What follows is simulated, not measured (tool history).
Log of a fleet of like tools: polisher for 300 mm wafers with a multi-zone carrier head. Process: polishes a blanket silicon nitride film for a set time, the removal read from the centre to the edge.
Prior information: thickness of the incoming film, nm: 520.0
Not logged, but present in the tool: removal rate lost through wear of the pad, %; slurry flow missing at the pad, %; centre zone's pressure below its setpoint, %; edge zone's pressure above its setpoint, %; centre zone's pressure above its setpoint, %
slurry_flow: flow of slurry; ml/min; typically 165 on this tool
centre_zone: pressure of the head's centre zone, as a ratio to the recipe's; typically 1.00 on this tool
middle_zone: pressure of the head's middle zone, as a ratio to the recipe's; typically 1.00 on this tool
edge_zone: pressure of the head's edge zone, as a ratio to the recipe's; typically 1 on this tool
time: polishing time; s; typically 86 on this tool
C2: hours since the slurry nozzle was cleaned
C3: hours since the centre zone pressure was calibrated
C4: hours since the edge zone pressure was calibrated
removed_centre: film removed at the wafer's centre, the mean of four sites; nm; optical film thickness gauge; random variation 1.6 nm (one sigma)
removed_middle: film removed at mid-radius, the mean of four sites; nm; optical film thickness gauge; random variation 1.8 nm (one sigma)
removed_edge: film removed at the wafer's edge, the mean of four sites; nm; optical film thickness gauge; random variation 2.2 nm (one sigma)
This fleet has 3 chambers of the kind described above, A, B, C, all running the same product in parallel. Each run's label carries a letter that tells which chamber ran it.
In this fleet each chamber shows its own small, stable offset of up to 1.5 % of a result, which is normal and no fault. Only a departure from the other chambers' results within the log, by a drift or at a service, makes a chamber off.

run 1A day=0.438 | slurry_flow=165 centre_zone=1.00 middle_zone=1.00 edge_zone=1 time=86 | wafers_polished_on_this_pad=414 C2=374.3 C3=946.4 C4=551.3 | removed_centre=158.44 removed_middle=159.63 removed_edge=164.06
-- day=0.662 chamber B: worn pad replaced by a new one
run 2C day=0.717 | slurry_flow=165 centre_zone=1.00 middle_zone=1.00 edge_zone=1 time=86 | wafers_polished_on_this_pad=226 C2=88.5 C3=661.4 C4=23.9 | removed_centre=163.83 removed_middle=160.61 removed_edge=163.63
run 3B day=1.208 | slurry_flow=165 centre_zone=1.00 middle_zone=1.00 edge_zone=1 time=86 | wafers_polished_on_this_pad=84 C2=404.7 C3=487.2 C4=322.3 | removed_centre=161.94 removed_middle=162.69 removed_edge=166.03
-- day=1.454 chamber C: centre zone pressure recalibrated
run 4A day=1.517 | slurry_flow=165 centre_zone=1.00 middle_zone=1.00 edge_zone=1 time=86 | wafers_polished_on_this_pad=580 C2=400.2 C3=972.3 C4=577.2 | removed_centre=160.22 removed_middle=161.07 removed_edge=160.14
run 5B day=1.804 | slurry_flow=165 centre_zone=1.00 middle_zone=1.00 edge_zone=1 time=86 | wafers_polished_on_this_pad=176 C2=419.0 C3=501.5 C4=336.6 | removed_centre=163.02 removed_middle=162.21 removed_edge=161.31
-- day=2.142 chamber B: edge zone pressure recalibrated
run 6C day=2.142 | slurry_flow=165 centre_zone=1.00 middle_zone=1.00 edge_zone=1 time=86 | wafers_polished_on_this_pad=445 C2=122.7 C3=16.6 C4=58.1 | removed_centre=162.24 removed_middle=160.44 removed_edge=164.61
run 7C day=2.617 | slurry_flow=165 centre_zone=1.00 middle_zone=1.00 edge_zone=1 time=86 | wafers_polished_on_this_pad=518 C2=134.1 C3=28.0 C4=69.5 | removed_centre=164.02 removed_middle=161.81 removed_edge=163.04
run 8A day=2.883 | slurry_flow=165 centre_zone=1.00 middle_zone=1.00 edge_zone=1 time=86 | wafers_polished_on_this_pad=790 C2=433.0 C3=1005.1 C4=610.0 | removed_centre=160.10 removed_middle=159.18 removed_edge=159.69
-- day=3.029 chamber A: edge zone pressure recalibrated
run 9B day=3.112 | slurry_flow=165 centre_zone=1.00 middle_zone=1.00 edge_zone=1 time=86 | wafers_polished_on_this_pad=377 C2=450.4 C3=532.9 C4=23.3 | removed_centre=161.85 removed_middle=162.23 removed_edge=168.54
-- day=3.212 chamber A: worn pad replaced by a new one
run 10A day=3.483 | slurry_flow=165 centre_zone=1.00 middle_zone=1.00 edge_zone=1 time=98 | wafers_polished_on_this_pad=41 C2=447.4 C3=1019.5 C4=10.9 | removed_centre=182.07 removed_middle=185.67 removed_edge=187.63
run 11C day=3.996 | slurry_flow=165 centre_zone=1.00 middle_zone=1.00 edge_zone=1 time=98 | wafers_polished_on_this_pad=730 C2=167.2 C3=61.1 C4=102.6 | removed_centre=187.32 removed_middle=185.90 removed_edge=185.66
-- day=4.496 chamber B: worn pad replaced by a new one
run 12B day=4.521 | slurry_flow=165 centre_zone=1.00 middle_zone=1.00 edge_zone=1 time=98 | wafers_polished_on_this_pad=4 C2=484.2 C3=566.7 C4=57.1 | removed_centre=183.80 removed_middle=186.95 removed_edge=187.16
run 13A day=5.017 | slurry_flow=165 centre_zone=1.00 middle_zone=1.00 edge_zone=1 time=86 | wafers_polished_on_this_pad=277 C2=484.2 C3=1056.3 C4=47.7 | removed_centre=163.93 removed_middle=160.91 removed_edge=161.46
run 14C day=5.529 | slurry_flow=165 centre_zone=1.00 middle_zone=1.00 edge_zone=1 time=86 | wafers_polished_on_this_pad=967 C2=204.0 C3=97.9 C4=139.4 | removed_centre=167.99 removed_middle=162.00 removed_edge=167.10
-- day=5.671 chamber A: centre zone pressure recalibrated
run 15B day=5.842 | slurry_flow=165 centre_zone=1.00 middle_zone=1.00 edge_zone=1 time=86 | wafers_polished_on_this_pad=207 C2=515.9 C3=598.4 C4=88.8 | removed_centre=158.71 removed_middle=162.34 removed_edge=164.57
-- day=5.958 chamber C: worn pad replaced by a new one
run 16A day=6.188 | slurry_flow=120 centre_zone=1.00 middle_zone=1.04 edge_zone=1 time=86 | wafers_polished_on_this_pad=458 C2=512.3 C3=12.4 C4=75.8 | removed_centre=134.49 removed_middle=156.66 removed_edge=153.20
run 17B day=6.442 | slurry_flow=120 centre_zone=1.00 middle_zone=1.04 edge_zone=1 time=86 | wafers_polished_on_this_pad=299 C2=530.3 C3=612.8 C4=103.2 | removed_centre=151.05 removed_middle=157.35 removed_edge=158.32
-- day=6.796 chamber C: slurry nozzle cleaned
run 18C day=6.875 | slurry_flow=120 centre_zone=1.00 middle_zone=1.04 edge_zone=1 time=86 | wafers_polished_on_this_pad=141 C2=1.9 C3=130.2 C4=171.7 | removed_centre=155.61 removed_middle=158.79 removed_edge=159.96
run 19C day=7.246 | slurry_flow=165 centre_zone=1.00 middle_zone=1.00 edge_zone=1 time=86 | wafers_polished_on_this_pad=198 C2=10.8 C3=139.1 C4=180.6 | removed_centre=165.46 removed_middle=162.94 removed_edge=162.23
run 20A day=7.567 | slurry_flow=165 centre_zone=1.10 middle_zone=1.00 edge_zone=1 time=60 | wafers_polished_on_this_pad=670 C2=545.4 C3=45.5 C4=108.9 | removed_centre=113.98 removed_middle=113.48 removed_edge=111.56
run 21B day=7.850 | slurry_flow=165 centre_zone=1.10 middle_zone=1.00 edge_zone=1 time=60 | wafers_polished_on_this_pad=516 C2=564.1 C3=646.6 C4=137.0 | removed_centre=127.54 removed_middle=111.20 removed_edge=115.06
run 22C day=8.196 | slurry_flow=165 centre_zone=1.10 middle_zone=1.00 edge_zone=1 time=60 | wafers_polished_on_this_pad=344 C2=33.6 C3=161.9 C4=203.4 | removed_centre=128.22 removed_middle=112.18 removed_edge=112.76
-- day=8.325 chamber A: worn pad replaced by a new one
run 23A day=8.492 | slurry_flow=165 centre_zone=1.00 middle_zone=1.00 edge_zone=1 time=86 | wafers_polished_on_this_pad=26 C2=567.6 C3=67.7 C4=131.1 | removed_centre=147.34 removed_middle=159.02 removed_edge=161.47
-- day=8.529 chamber B: worn pad replaced by a new one
run 24B day=8.725 | slurry_flow=165 centre_zone=1.00 middle_zone=1.00 edge_zone=1 time=86 | wafers_polished_on_this_pad=30 C2=585.1 C3=667.6 C4=158.0 | removed_centre=160.97 removed_middle=160.89 removed_edge=163.06
run 25A day=9.067 | slurry_flow=165 centre_zone=1.00 middle_zone=1.00 edge_zone=1 time=86 | wafers_polished_on_this_pad=114 C2=581.4 C3=81.5 C4=144.9 | removed_centre=145.51 removed_middle=163.16 removed_edge=161.30
run 26C day=9.421 | slurry_flow=215 centre_zone=1.00 middle_zone=0.91 edge_zone=1 time=86 | wafers_polished_on_this_pad=533 C2=63.0 C3=191.3 C4=232.8 | removed_centre=171.57 removed_middle=155.10 removed_edge=169.85
run 27B day=9.658 | slurry_flow=215 centre_zone=1.00 middle_zone=0.91 edge_zone=1 time=86 | wafers_polished_on_this_pad=174 C2=607.5 C3=690.0 C4=180.4 | removed_centre=170.10 removed_middle=154.20 removed_edge=166.66

Next, every chamber runs the same settings. What will each give?
run 28A day=10.038 | slurry_flow=165 centre_zone=1.09 middle_zone=1.00 edge_zone=1 time=86 | removed_centre=? removed_middle=? removed_edge=?
run 28B day=10.038 | slurry_flow=165 centre_zone=1.09 middle_zone=1.00 edge_zone=1 time=86 | removed_centre=? removed_middle=? removed_edge=?
run 28C day=10.038 | slurry_flow=165 centre_zone=1.09 middle_zone=1.00 edge_zone=1 time=86 | removed_centre=? removed_middle=? removed_edge=?

run=28A removed_centre=158.12 removed_middle=160.11 removed_edge=158.13
run=28B removed_centre=178.81 removed_middle=159.36 removed_edge=159.68
run=28C removed_centre=181.91 removed_middle=163.51 removed_edge=162.90

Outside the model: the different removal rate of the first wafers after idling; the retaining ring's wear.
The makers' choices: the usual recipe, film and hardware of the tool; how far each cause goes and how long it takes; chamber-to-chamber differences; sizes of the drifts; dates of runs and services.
